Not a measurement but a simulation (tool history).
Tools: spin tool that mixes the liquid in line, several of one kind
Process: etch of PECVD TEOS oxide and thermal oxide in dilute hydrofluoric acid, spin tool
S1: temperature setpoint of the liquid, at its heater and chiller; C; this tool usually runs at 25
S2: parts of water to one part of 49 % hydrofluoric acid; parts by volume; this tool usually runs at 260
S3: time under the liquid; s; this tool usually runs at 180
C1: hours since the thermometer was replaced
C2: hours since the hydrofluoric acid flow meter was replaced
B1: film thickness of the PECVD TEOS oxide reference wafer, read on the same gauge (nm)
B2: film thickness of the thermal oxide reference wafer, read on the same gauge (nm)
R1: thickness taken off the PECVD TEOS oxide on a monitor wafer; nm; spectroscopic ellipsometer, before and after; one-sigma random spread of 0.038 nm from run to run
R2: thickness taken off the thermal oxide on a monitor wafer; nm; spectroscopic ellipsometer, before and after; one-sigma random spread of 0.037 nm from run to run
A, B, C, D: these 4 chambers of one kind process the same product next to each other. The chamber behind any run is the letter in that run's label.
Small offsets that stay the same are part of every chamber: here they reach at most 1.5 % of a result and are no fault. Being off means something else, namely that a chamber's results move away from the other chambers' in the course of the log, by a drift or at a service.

{"run": "1B", "day": 0.546, "S1": 25, "S2": 260, "S3": 180, "C1": 2158.5, "C2": 521.5, "B1": 130.01, "B2": 39.94, "R1": 10.201, "R2": 2.9639}
{"run": "2A", "day": 1.05, "S1": 25, "S2": 260, "S3": 180, "C1": 1615.4, "C2": 946.4, "B1": 129.98, "B2": 40.012, "R1": 10.224, "R2": 2.8869}
{"run": "3C", "day": 1.412, "S1": 25, "S2": 260, "S3": 180, "C1": 1344.1, "C2": 1281.8, "B1": 130.01, "B2": 40.008, "R1": 10.188, "R2": 2.8883}
{"run": "4D", "day": 1.888, "S1": 25, "S2": 260, "S3": 180, "C1": 785.9, "C2": 1339.8, "B1": 130, "B2": 40.045, "R1": 10.388, "R2": 2.9398}
{"run": "5C", "day": 2.312, "S1": 25, "S2": 385, "S3": 95, "C1": 1365.7, "C2": 1303.4, "B1": 130.02, "B2": 40.007, "R1": 3.2089, "R2": 0.91787}
{"day": 2.883, "done": "chamber B: thermometer replaced"}
{"run": "6A", "day": 2.908, "S1": 25, "S2": 385, "S3": 95, "C1": 1660, "C2": 991, "B1": 129.97, "B2": 40.016, "R1": 3.223, "R2": 0.91685}
{"run": "7B", "day": 3.304, "S1": 25, "S2": 385, "S3": 95, "C1": 10.2, "C2": 587.7, "B1": 129.97, "B2": 39.978, "R1": 3.2358, "R2": 0.9211}
{"day": 3.321, "done": "chamber B: hydrofluoric acid flow meter replaced"}
{"run": "8D", "day": 3.671, "S1": 25, "S2": 385, "S3": 95, "C1": 828.7, "C2": 1382.6, "B1": 130.01, "B2": 40.007, "R1": 3.2677, "R2": 0.93193}
{"run": "9C", "day": 4.212, "S1": 25, "S2": 260, "S3": 180, "C1": 1411.3, "C2": 1349, "B1": 130.03, "B2": 40.015, "R1": 10.226, "R2": 2.9907}
{"run": "10D", "day": 4.846, "S1": 25, "S2": 140, "S3": 250, "C1": 856.9, "C2": 1410.8, "B1": 129.98, "B2": 40.006, "R1": 30.723, "R2": 8.8884}
{"run": "11B", "day": 5.442, "S1": 25, "S2": 140, "S3": 250, "C1": 61.5, "C2": 51, "B1": 130.03, "B2": 40.008, "R1": 30.736, "R2": 8.8574}
{"run": "12A", "day": 5.767, "S1": 25, "S2": 140, "S3": 250, "C1": 1728.6, "C2": 1059.6, "B1": 130, "B2": 39.973, "R1": 30.592, "R2": 8.7509}
{"day": 5.821, "done": "chamber A: hydrofluoric acid flow meter replaced"}
{"run": "13B", "day": 6.271, "S1": 25, "S2": 140, "S3": 250, "C1": 81.4, "C2": 70.9, "B1": 130.05, "B2": 40.014, "R1": 30.616, "R2": 8.7116}
{"run": "14A", "day": 6.729, "S1": 25, "S2": 260, "S3": 180, "C1": 1751.7, "C2": 21.9, "B1": 129.97, "B2": 40.031, "R1": 10.306, "R2": 2.9518}
{"run": "15C", "day": 7.396, "S1": 25, "S2": 260, "S3": 180, "C1": 1487.7, "C2": 1425.4, "B1": 130.01, "B2": 39.954, "R1": 10.105, "R2": 2.9752}
{"run": "16D", "day": 7.779, "S1": 25, "S2": 260, "S3": 180, "C1": 927.3, "C2": 1481.2, "B1": 130, "B2": 40.007, "R1": 10.354, "R2": 2.8501}
{"run": "17C", "day": 8.392, "S1": 25, "S2": 260, "S3": 180, "C1": 1511.6, "C2": 1449.3, "B1": 129.97, "B2": 39.997, "R1": 10.107, "R2": 2.9201}
{"run": "18A", "day": 9.042, "S1": 25, "S2": 205, "S3": 225, "C1": 1807.2, "C2": 77.4, "B1": 129.98, "B2": 40.039, "R1": 17.293, "R2": 4.9238}
{"run": "19D", "day": 9.521, "S1": 25, "S2": 205, "S3": 225, "C1": 969.1, "C2": 1523, "B1": 129.98, "B2": 40.025, "R1": 17.437, "R2": 4.9497}
{"run": "20B", "day": 9.988, "S1": 25, "S2": 205, "S3": 225, "C1": 170.6, "C2": 160.1, "B1": 129.99, "B2": 39.94, "R1": 17.314, "R2": 5.0037}
{"run": "21B", "day": 10.379, "S1": 25, "S2": 205, "S3": 225, "C1": 180, "C2": 169.5, "B1": 130.02, "B2": 39.98, "R1": 17.284, "R2": 4.9406}
{"run": "22A", "day": 10.875, "S1": 25, "S2": 260, "S3": 180, "C1": 1851.2, "C2": 121.4, "B1": 130.01, "B2": 40.043, "R1": 10.276, "R2": 2.9026}
{"run": "23C", "day": 11.517, "S1": 25, "S2": 260, "S3": 180, "C1": 1586.6, "C2": 1524.3, "B1": 130, "B2": 39.987, "R1": 9.9378, "R2": 2.897}
{"run": "24D", "day": 11.946, "S1": 25, "S2": 260, "S3": 180, "C1": 1027.3, "C2": 1581.2, "B1": 130.04, "B2": 39.995, "R1": 10.365, "R2": 2.8712}
{"run": "25D", "day": 12.267, "S1": 25, "S2": 260, "S3": 180, "C1": 1035, "C2": 1588.9, "B1": 129.99, "B2": 40.043, "R1": 10.357, "R2": 2.9159}
{"run": "26A", "day": 12.758, "S1": 25, "S2": 260, "S3": 180, "C1": 1896.4, "C2": 166.6, "B1": 130.02, "B2": 40.013, "R1": 10.261, "R2": 2.9089}
{"run": "27C", "day": 13.121, "S1": 25, "S2": 260, "S3": 180, "C1": 1625.1, "C2": 1562.8, "B1": 129.98, "B2": 40.028, "R1": 9.9768, "R2": 2.8485}
{"run": "28B", "day": 13.683, "S1": 25, "S2": 260, "S3": 180, "C1": 259.3, "C2": 248.8, "B1": 130.01, "B2": 40.04, "R1": 10.189, "R2": 2.9465}
{"run": "29C", "day": 14.1, "S1": 25, "S2": 260, "S3": 180, "C1": 1648.6, "C2": 1586.3, "B1": 129.98, "B2": 39.992, "R1": 9.9701, "R2": 2.8876}
{"run": "30D", "day": 14.475, "S1": 27, "S2": 260, "S3": 180, "C1": 1088, "C2": 1641.9, "B1": 129.98, "B2": 39.963, "R1": 11.089, "R2": 3.1298}
{"run": "31A", "day": 14.908, "S1": 27, "S2": 260, "S3": 180, "C1": 1948, "C2": 218.2, "B1": 130.01, "B2": 40, "R1": 10.987, "R2": 3.0568}
{"run": "32B", "day": 15.571, "S1": 27, "S2": 260, "S3": 180, "C1": 304.6, "C2": 294.1, "B1": 130.01, "B2": 39.981, "R1": 11.007, "R2": 3.046}
{"run": "33A", "day": 16.15, "S1": 27, "S2": 260, "S3": 180, "C1": 1977.8, "C2": 248, "B1": 130, "B2": 40.03, "R1": 10.981, "R2": 3.1336}
{"run": "34D", "day": 16.817, "S1": 25, "S2": 260, "S3": 180, "C1": 1144.2, "C2": 1698.1, "B1": 129.95, "B2": 40.026, "R1": 10.327, "R2": 2.8737}
{"run": "35B", "day": 17.229, "S1": 25, "S2": 260, "S3": 180, "C1": 344.4, "C2": 333.9, "B1": 130.02, "B2": 39.977, "R1": 10.192, "R2": 2.9147}
{"run": "36C", "day": 17.683, "S1": 25, "S2": 260, "S3": 180, "C1": 1734.6, "C2": 1672.3, "B1": 129.98, "B2": 40.02, "R1": 9.8649, "R2": 2.8242}
{"run": "37A", "day": 18.312, "S1": 25, "S2": 260, "S3": 180, "C1": 2029.7, "C2": 299.9, "B1": 130.01, "B2": 40.013, "R1": 10.292, "R2": 2.8828}

Each of the 4 chambers runs these same settings next. Fill in every chamber's results:
{"run": "38A", "day": 18.8, "S1": 21, "S2": 260, "S3": 180, "R1": "?", "R2": "?"}
{"run": "38B", "day": 18.8, "S1": 21, "S2": 260, "S3": 180, "R1": "?", "R2": "?"}
{"run": "38C", "day": 18.8, "S1": 21, "S2": 260, "S3": 180, "R1": "?", "R2": "?"}
{"run": "38D", "day": 18.8, "S1": 21, "S2": 260, "S3": 180, "R1": "?", "R2": "?"}

run=38A R1=8.8309 R2=2.4966
run=38B R1=8.9516 R2=2.5362
run=38C R1=8.552 R2=2.445
run=38D R1=8.9409 R2=2.558
